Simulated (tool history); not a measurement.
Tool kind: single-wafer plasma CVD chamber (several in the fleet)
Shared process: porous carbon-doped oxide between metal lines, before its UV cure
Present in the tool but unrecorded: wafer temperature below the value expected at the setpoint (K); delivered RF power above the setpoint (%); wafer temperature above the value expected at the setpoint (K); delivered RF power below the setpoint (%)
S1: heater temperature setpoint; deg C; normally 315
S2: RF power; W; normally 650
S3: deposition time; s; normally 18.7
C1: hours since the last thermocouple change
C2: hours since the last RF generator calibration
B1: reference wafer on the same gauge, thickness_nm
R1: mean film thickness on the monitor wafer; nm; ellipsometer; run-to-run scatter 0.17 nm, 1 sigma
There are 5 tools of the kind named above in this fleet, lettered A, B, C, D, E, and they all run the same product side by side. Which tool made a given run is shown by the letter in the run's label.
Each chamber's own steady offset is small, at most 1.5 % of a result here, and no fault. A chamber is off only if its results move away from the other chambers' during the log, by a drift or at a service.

run,hour,S1,S2,S3,C1,C2,B1,R1
1E,3.6,315,650,18.7,2109.9,1685.1,92.020,112.620
2C,9.7,315,650,18.7,1724.8,425.5,92.028,112.020
3A,14.9,315,650,18.7,1167.2,859.6,92.060,113.450
4D,18.2,315,650,18.7,465.8,785.9,92.059,112.600
5B,22.2,315,650,18.7,1110.1,513.7,92.035,111.270
6B,26.5,315,650,18.7,1114.4,518.0,92.063,111.260
7C,31.5,315,610,18.7,1746.6,447.3,92.082,107.800
8A,36.3,315,610,18.7,1188.6,881.0,92.099,108.850
# hour 38.4: chamber C: thermocouple changed; heater temperature recalibrated
9D,43.4,315,610,18.7,491.0,811.1,92.120,108.040
10E,46.7,315,610,18.7,2153.0,1728.2,92.110,108.140
11D,53.6,315,610,18.7,501.2,821.3,92.143,108.060
12A,58.3,315,650,18.7,1210.6,903.0,92.140,113.280
13C,64.0,315,650,18.7,25.6,479.8,92.169,112.130
14E,69.5,315,650,18.7,2175.8,1751.0,92.153,112.820
15B,74.7,315,650,18.7,1162.6,566.2,92.226,111.340
16E,78.6,315,650,18.7,2184.9,1760.1,92.211,112.510
17C,81.8,315,650,18.7,43.4,497.6,92.222,112.210
18A,85.0,315,650,18.7,1237.3,929.7,92.257,113.340
19D,90.7,315,650,18.7,538.3,858.4,92.267,112.540
20B,94.6,315,650,18.7,1182.5,586.1,92.292,111.380
21C,98.9,321,560,18.7,60.5,514.7,92.300,98.878
22B,106.2,321,560,18.7,1194.1,597.7,92.328,97.934
23D,110.6,321,560,18.7,558.2,878.3,92.323,99.113
24A,114.1,321,560,18.7,1266.4,958.8,92.311,100.350
25E,117.4,321,560,18.7,2223.7,1798.9,92.358,99.429
26E,123.1,315,650,18.7,2229.4,1804.6,92.351,112.760
27C,126.4,315,650,18.7,88.0,542.2,92.368,112.430
28D,130.9,315,650,18.7,578.5,898.6,92.368,112.810
29A,135.0,315,650,18.7,1287.3,979.7,92.342,113.870
30B,141.3,315,650,18.7,1229.2,632.8,92.433,111.370
31E,144.6,315,650,18.7,2250.9,1826.1,92.400,112.870
32D,149.1,315,650,18.7,596.7,916.8,92.430,112.940
33C,154.3,325,650,15.6,115.9,570.1,92.465,89.948
34B,159.6,325,650,15.6,1247.5,651.1,92.500,89.056
35A,163.3,325,650,15.6,1315.6,1008.0,92.461,90.947
36A,167.3,325,650,15.6,1319.6,1012.0,92.500,90.881
37B,174.6,325,650,15.6,1262.5,666.1,92.461,89.033
38D,179.1,315,650,18.7,626.7,946.8,92.512,112.930
39C,185.9,315,650,18.7,147.5,601.7,92.529,112.700
40E,190.1,315,545,22.4,2296.4,1871.6,92.586,119.920

All 5 chambers run these settings next. Forecast each chamber's results:
41A,195.5,315,735,18.7,,,,?
41B,195.5,315,735,18.7,,,,?
41C,195.5,315,735,18.7,,,,?
41D,195.5,315,735,18.7,,,,?
41E,195.5,315,735,18.7,,,,?

run,R1
41A,123.260
41B,120.960
41C,122.040
41D,122.370
41E,122.350

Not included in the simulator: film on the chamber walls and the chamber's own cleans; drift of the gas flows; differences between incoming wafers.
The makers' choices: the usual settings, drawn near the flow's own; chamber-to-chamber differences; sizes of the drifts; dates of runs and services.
